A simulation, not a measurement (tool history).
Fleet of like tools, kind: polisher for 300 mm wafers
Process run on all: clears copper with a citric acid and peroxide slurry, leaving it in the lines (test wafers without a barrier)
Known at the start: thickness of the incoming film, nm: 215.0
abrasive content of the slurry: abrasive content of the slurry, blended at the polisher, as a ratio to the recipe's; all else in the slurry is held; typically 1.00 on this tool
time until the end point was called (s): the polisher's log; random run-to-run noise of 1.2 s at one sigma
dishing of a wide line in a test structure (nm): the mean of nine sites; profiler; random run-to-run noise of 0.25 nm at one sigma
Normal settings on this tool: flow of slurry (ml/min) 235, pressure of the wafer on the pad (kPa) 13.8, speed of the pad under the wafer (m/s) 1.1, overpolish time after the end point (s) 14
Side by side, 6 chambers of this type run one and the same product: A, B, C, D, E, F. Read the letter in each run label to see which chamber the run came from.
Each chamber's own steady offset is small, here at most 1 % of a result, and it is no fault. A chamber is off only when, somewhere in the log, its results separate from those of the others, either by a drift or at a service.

run   hour  flow of slurry (ml/min)  pressure of the wafer on the pad (kPa)  speed of the pad under the wafer (m/s)  abrasive content of the slurry  overpolish time after the end point (s)  time until the end point was called (s)  dishing of a wide line in a test structure (nm)
       2.0  -- chamber E: slurry nozzle cleaned
 1E    4.9                      235                                    13.8                                     1.1                            1.00                                       14                                   147.26                                           15.623
       5.9  -- chamber E: slurry blender recalibrated
       6.3  -- chamber F: worn pad replaced by a new one
 2D    8.6                      235                                    13.8                                     1.1                            1.00                                       14                                   146.27                                           15.117
       8.9  -- chamber C: worn pad replaced by a new one
      10.5  -- chamber D: worn pad replaced by a new one
 3F   12.3                      235                                    13.8                                     1.1                            1.00                                       14                                   145.39                                           15.672
 4B   15.3                      235                                    13.8                                     1.1                            1.00                                       14                                   146.91                                           16.220
 5C   19.3                      235                                    13.8                                     1.1                            1.00                                       14                                   145.26                                           15.401
 6A   23.9                      235                                    13.8                                     1.1                            1.00                                       14                                   143.92                                           15.274
 7A   29.1                      235                                    17.2                                     1.1                            0.85                                       14                                   121.22                                           18.415
      30.3  -- chamber D: slurry blender recalibrated
 8C   32.9                      235                                    17.2                                     1.1                            0.85                                       14                                   120.63                                           18.307
      35.5  -- chamber A: slurry blender recalibrated
 9D   38.7                      235                                    17.2                                     1.1                            0.85                                       14                                   122.38                                           18.757
10E   42.6                      235                                    17.2                                     1.1                            0.85                                       14                                   123.19                                           18.694
11F   45.8                      235                                    17.2                                     1.1                            0.85                                       14                                   120.32                                           18.980
12B   50.9                      235                                    17.2                                     1.1                            0.85                                       14                                   122.49                                           18.209
13D   54.3                      235                                    13.8                                     1.1                            1.00                                       14                                   148.15                                           15.350
      57.8  -- chamber E: worn pad replaced by a new one
14B   58.8                      235                                    13.8                                     1.1                            1.00                                       20                                   145.55                                           21.947
      60.0  -- chamber B: worn pad replaced by a new one
15F   62.7                      235                                    13.8                                     1.1                            1.00                                       20                                   144.78                                           21.525
      63.9  -- chamber F: head pressure recalibrated
16A   67.8                      235                                    13.8                                     1.1                            1.00                                       20                                   144.31                                           21.518
17E   74.3                      235                                    13.8                                     1.1                            1.00                                       20                                   146.51                                           21.623
      76.0  -- chamber A: worn pad replaced by a new one
18C   79.0                      235                                    13.8                                     1.1                            1.00                                       20                                   145.57                                           21.386
      84.2  -- chamber A: head pressure recalibrated
19A   84.6                      235                                    13.8                                     1.1                            1.00                                       20                                   143.36                                           21.634
      85.3  -- chamber C: slurry blender recalibrated
      88.4  -- chamber F: worn pad replaced by a new one
20D   90.6                      235                                    13.8                                     1.1                            1.00                                       14                                   145.62                                           15.237
      91.8  -- chamber F: slurry blender recalibrated
      96.5  -- chamber F: slurry nozzle cleaned
21F   96.7                      235                                    13.8                                     1.1                            1.00                                       14                                   144.93                                           15.836
      98.6  -- chamber D: worn pad replaced by a new one
22B  100.3                      235                                    13.8                                     1.1                            1.00                                       14                                   143.89                                           15.668
23E  106.9                      235                                    13.8                                     1.1                            1.00                                       14                                   147.12                                           15.521
24C  113.7                      235                                    13.8                                     1.1                            1.00                                       14                                   146.08                                           15.592
     116.2  -- chamber C: worn pad replaced by a new one
25A  118.9                      235                                    13.8                                     1.1                            1.00                                       14                                   144.76                                           15.721
26F  123.9                      235                                    13.8                                     1.1                            1.00                                       14                                   147.26                                           15.924
27E  130.0                      235                                    13.8                                     0.9                            0.75                                       14                                   189.15                                           12.272
28B  136.0                      235                                    13.8                                     0.9                            0.75                                       14                                   189.93                                           12.005
29D  141.5                      235                                    13.8                                     0.9                            0.75                                       14                                   186.85                                           12.082
30C  147.2                      235                                    13.8                                     0.9                            0.75                                       14                                   191.84                                           12.312
31B  152.8                      235                                    13.8                                     0.9                            0.75                                       14                                   189.44                                           12.402
32C  158.2                      235                                    13.8                                     0.9                            0.75                                       14                                   188.65                                           12.352
33D  163.9                      235                                    13.8                                     1.1                            1.00                                       14                                   148.82                                           15.385
34F  167.7                      235                                    13.8                                     1.1                            1.00                                       14                                   145.99                                           15.146
35E  172.4                      235                                    13.8                                     1.1                            1.00                                       14                                   146.68                                           15.135
36A  177.3                      235                                    13.8                                     1.1                            1.00                                       14                                   145.91                                           15.644

Decide between three cases: one chamber stands off from its peers, the gauge reading all wafers drifts, or nothing is wrong past each chamber's small offset. Where a chamber is off, say which and what most likely put it there.

All chambers stay in line apart from their small fixed offsets, and the gauge does not drift.

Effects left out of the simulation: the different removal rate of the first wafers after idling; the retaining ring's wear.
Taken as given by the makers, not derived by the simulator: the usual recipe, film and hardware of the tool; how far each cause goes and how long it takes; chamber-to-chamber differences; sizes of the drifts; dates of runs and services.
